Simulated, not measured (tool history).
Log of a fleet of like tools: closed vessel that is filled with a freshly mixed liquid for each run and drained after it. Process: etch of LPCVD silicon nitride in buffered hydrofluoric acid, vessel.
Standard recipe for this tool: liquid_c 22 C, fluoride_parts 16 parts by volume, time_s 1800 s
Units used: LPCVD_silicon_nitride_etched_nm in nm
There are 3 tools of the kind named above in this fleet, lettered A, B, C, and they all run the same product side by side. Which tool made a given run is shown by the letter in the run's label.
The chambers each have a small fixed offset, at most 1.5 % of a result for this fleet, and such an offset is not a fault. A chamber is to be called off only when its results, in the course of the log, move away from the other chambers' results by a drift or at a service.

| run | day | liquid_c | fluoride_parts | time_s | hours since the thermometer was replaced | hours since the hydrofluoric acid flow meter was replaced | read-back film thickness of the LPCVD silicon nitride reference wafer, read on the same gauge (nm) | LPCVD_silicon_nitride_etched_nm |
|---|---|---|---|---|---|---|---|---|
| 1B | 0.354 | 22 | 16 | 1800 | 641 | 425.8 | 110.02 | 15 |
| 2A | 0.846 | 22 | 16 | 1800 | 327 | 676.6 | 110.01 | 14.809 |
| 3C | 1.258 | 22 | 16 | 1800 | 806.7 | 362.9 | 109.99 | 14.687 |
| 4A | 1.854 | 22 | 16 | 1800 | 351.2 | 700.8 | 109.99 | 14.682 |
| 5B | 2.267 | 22 | 16 | 1800 | 686.9 | 471.7 | 110.03 | 14.832 |
| 6C | 2.892 | 22 | 16 | 1800 | 845.9 | 402.1 | 109.99 | 14.719 |
| 7B | 3.517 | 25.5 | 18.5 | 1800 | 716.9 | 501.7 | 110 | 15.641 |
| 8A | 3.846 | 25.5 | 18.5 | 1800 | 399 | 748.6 | 109.99 | 15.578 |
| 9C | 4.438 | 25.5 | 18.5 | 1800 | 883 | 439.2 | 110.02 | 15.294 |
| 10B | 5.05 | 18.5 | 16 | 1800 | 753.7 | 538.5 | 110 | 12.163 |
| 11A | 5.438 | 18.5 | 16 | 1800 | 437.2 | 786.8 | 110 | 12.037 |
| 12C | 5.929 | 18.5 | 16 | 1800 | 918.8 | 475 | 110.01 | 12.076 |
| 13C | 6.271 | 22 | 16 | 1800 | 927 | 483.2 | 110 | 14.691 |
| 14A | 6.608 | 22 | 16 | 1800 | 465.3 | 814.9 | 110 | 14.798 |
| 15B | 7.238 | 22 | 16 | 1800 | 806.2 | 591 | 109.99 | 14.922 |
| 16C | 7.708 | 22 | 16 | 1800 | 961.5 | 517.7 | 110 | 14.728 |
| 17B | 8.033 | 22 | 16 | 1800 | 825.3 | 610.1 | 109.99 | 14.821 |
| 18A | 8.379 | 22 | 16 | 1800 | 507.8 | 857.4 | 109.99 | 14.923 |
| 19A | 8.708 | 22 | 16 | 1800 | 515.7 | 865.3 | 110.03 | 14.984 |
| 20B | 9.071 | 22 | 16 | 1800 | 850.2 | 635 | 110.01 | 14.699 |
| 21C | 9.458 | 22 | 16 | 1050 | 1003.5 | 559.7 | 109.99 | 8.6447 |
| 22B | 10.096 | 22 | 16 | 1050 | 874.8 | 659.6 | 110.01 | 8.7696 |
| 23A | 10.625 | 22 | 16 | 1050 | 561.7 | 911.3 | 110.01 | 8.8759 |
| 24C | 10.942 | 22 | 16 | 1800 | 1039.1 | 595.3 | 109.98 | 14.835 |
| 25C | 11.371 | 22 | 16 | 1390 | 1049.4 | 605.6 | 110.01 | 11.402 |
| 26A | 11.662 | 22 | 16 | 1390 | 586.6 | 936.2 | 110.01 | 11.879 |
| 27B | 12.221 | 22 | 16 | 1390 | 925.8 | 710.6 | 110.03 | 11.405 |
| 28A | 12.725 | 22 | 16 | 1800 | 612.1 | 961.7 | 109.99 | 15.445 |

Has any chamber moved away from the others, gradually or after a service, or does the common gauge drift, or do the chambers differ only by their own small steady offsets? State the chamber and the most likely cause if one applies.

Little by little, chamber A moves away from the other chambers.
Most likely cause: hydrofluoric acid flow above the setpoint (%) = 5.08.
The log may not separate it from: liquid hotter than its thermometer reads (K).

Chamber A could run next with any of the 4 candidate recipes listed below; each alters the usual settings, and their results appear as question marks. Which one brings its results back in line with what the other chambers deliver on the usual settings?
To be in line, a result may differ from the other chambers' mean on the usual settings by at most: LPCVD_silicon_nitride_etched_nm 0.34 nm
| 29A-1 | 13.183 | 22 | 16 | 1735 |  |  |  | ? |
| 29A-2 | 13.183 | 22 | 16.5 | 1690 |  |  |  | ? |
| 29A-3 | 13.183 | 22 | 15.5 | 1910 |  |  |  | ? |
| 29A-4 | 13.183 | 22 | 16 | 1865 |  |  |  | ? |

The other chambers' mean on the usual settings: LPCVD_silicon_nitride_etched_nm 14.815 nm
| run | LPCVD_silicon_nitride_etched_nm |
|---|---|
| 29A-1 | 14.921 |
| 29A-2 | 14.105 |
| 29A-3 | 16.941 |
| 29A-4 | 16.039 |
It is 29A-1 that realigns the chamber with its peers.

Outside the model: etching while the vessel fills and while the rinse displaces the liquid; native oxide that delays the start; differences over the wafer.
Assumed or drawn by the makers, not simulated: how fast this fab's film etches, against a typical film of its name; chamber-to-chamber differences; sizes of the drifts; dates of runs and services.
